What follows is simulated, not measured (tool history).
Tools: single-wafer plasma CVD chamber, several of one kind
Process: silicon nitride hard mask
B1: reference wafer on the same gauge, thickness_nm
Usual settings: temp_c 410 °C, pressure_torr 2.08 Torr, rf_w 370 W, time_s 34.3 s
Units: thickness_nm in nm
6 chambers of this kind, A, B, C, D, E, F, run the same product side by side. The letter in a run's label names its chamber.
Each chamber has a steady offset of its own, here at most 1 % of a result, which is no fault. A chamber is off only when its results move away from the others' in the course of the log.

Run 1B, hour 5.1: usual settings; B1 39.601. Result: thickness_nm 48.098 nm.
Run 2E, hour 10.4: usual settings; B1 39.610. Result: thickness_nm 48.285 nm.
Run 3A, hour 16.2: usual settings; B1 39.616. Result: thickness_nm 48.630 nm.
Run 4D, hour 22.1: usual settings; B1 39.640. Result: thickness_nm 48.436 nm.
Run 5F, hour 28.1: usual settings; B1 39.627. Result: thickness_nm 48.279 nm.
Run 6C, hour 31.3: usual settings; B1 39.657. Result: thickness_nm 48.068 nm.
Run 7F, hour 36.7: usual settings but time_s 31.6 s; B1 39.642. Result: thickness_nm 44.619 nm.
At hour 38.9: chamber E: thermocouple changed; heater temperature recalibrated.
Run 8A, hour 42.1: usual settings but time_s 31.6 s; B1 39.665. Result: thickness_nm 44.733 nm.
Run 9C, hour 46.1: usual settings but time_s 31.6 s; B1 39.664. Result: thickness_nm 44.237 nm.
Run 10B, hour 49.1: usual settings but time_s 31.6 s; B1 39.673. Result: thickness_nm 44.599 nm.
Run 11E, hour 54.9: usual settings but time_s 31.6 s; B1 39.668. Result: thickness_nm 44.572 nm.
Run 12D, hour 59.3: usual settings but time_s 31.6 s; B1 39.687. Result: thickness_nm 44.625 nm.
Run 13A, hour 65.5: usual settings; B1 39.689. Result: thickness_nm 48.660 nm.
Run 14B, hour 71.2: usual settings; B1 39.688. Result: thickness_nm 48.323 nm.
Run 15C, hour 77.3: usual settings; B1 39.683. Result: thickness_nm 48.094 nm.
Run 16E, hour 81.0: usual settings; B1 39.732. Result: thickness_nm 48.467 nm.
Run 17D, hour 86.2: usual settings; B1 39.731. Result: thickness_nm 48.470 nm.
Run 18F, hour 90.2: usual settings; B1 39.733. Result: thickness_nm 48.478 nm.
Run 19D, hour 94.8: usual settings but pressure_torr 2.54 Torr, rf_w 440 W; B1 39.728. Result: thickness_nm 56.845 nm.
Run 20E, hour 99.4: usual settings but pressure_torr 2.54 Torr, rf_w 440 W; B1 39.742. Result: thickness_nm 56.507 nm.
Run 21C, hour 103.7: usual settings but pressure_torr 2.54 Torr, rf_w 440 W; B1 39.748. Result: thickness_nm 56.007 nm.
Run 22A, hour 107.5: usual settings but pressure_torr 2.54 Torr, rf_w 440 W; B1 39.755. Result: thickness_nm 56.792 nm.
Run 23F, hour 112.5: usual settings but pressure_torr 2.54 Torr, rf_w 440 W; B1 39.755. Result: thickness_nm 56.489 nm.
Run 24B, hour 115.3: usual settings but pressure_torr 2.54 Torr, rf_w 440 W; B1 39.760. Result: thickness_nm 56.393 nm.
Run 25C, hour 119.8: usual settings; B1 39.763. Result: thickness_nm 48.297 nm.
Run 26B, hour 123.1: usual settings; B1 39.757. Result: thickness_nm 48.370 nm.
Run 27F, hour 128.6: usual settings; B1 39.762. Result: thickness_nm 48.535 nm.
Run 28A, hour 131.8: usual settings; B1 39.770. Result: thickness_nm 48.811 nm.
Run 29D, hour 137.6: usual settings; B1 39.808. Result: thickness_nm 48.633 nm.
Run 30E, hour 143.2: usual settings; B1 39.806. Result: thickness_nm 48.522 nm.
Run 31E, hour 147.1: usual settings but rf_w 395 W; B1 39.788. Result: thickness_nm 50.523 nm.
Run 32D, hour 150.2: usual settings but rf_w 395 W; B1 39.810. Result: thickness_nm 50.751 nm.
Run 33A, hour 155.8: usual settings but rf_w 395 W; B1 39.803. Result: thickness_nm 50.811 nm.
Run 34F, hour 161.0: usual settings but rf_w 395 W; B1 39.820. Result: thickness_nm 50.413 nm.
Run 35C, hour 166.1: usual settings but rf_w 395 W; B1 39.826. Result: thickness_nm 50.208 nm.
Run 36B, hour 170.5: usual settings but rf_w 395 W; B1 39.848. Result: thickness_nm 50.456 nm.
Run 37A, hour 173.9: usual settings but temp_c 422 °C, pressure_torr 1.78 Torr; B1 39.831. Result: thickness_nm 46.608 nm.
Run 38E, hour 178.2: usual settings but temp_c 422 °C, pressure_torr 1.78 Torr; B1 39.856. Result: thickness_nm 46.349 nm.
Run 39C, hour 182.8: usual settings but temp_c 422 °C, pressure_torr 1.78 Torr; B1 39.841. Result: thickness_nm 45.989 nm.
Run 40F, hour 188.1: usual settings but temp_c 422 °C, pressure_torr 1.78 Torr; B1 39.851. Result: thickness_nm 46.282 nm.
Run 41B, hour 192.4: usual settings but temp_c 422 °C, pressure_torr 1.78 Torr; B1 39.874. Result: thickness_nm 46.271 nm.
Run 42D, hour 195.5: usual settings but temp_c 422 °C, pressure_torr 1.78 Torr; B1 39.861. Result: thickness_nm 46.443 nm.
Run 43B, hour 198.3: usual settings but pressure_torr 2.53 Torr; B1 39.866. Result: thickness_nm 50.833 nm.

Is one chamber off against the others, does the gauge drift, or is nothing wrong? If a chamber is off, say which, and what the likeliest cause is.

The gauge drifts, so all chambers seem to drift together. No chamber is off.
Cause: gauge reads high (%) = 0.689.
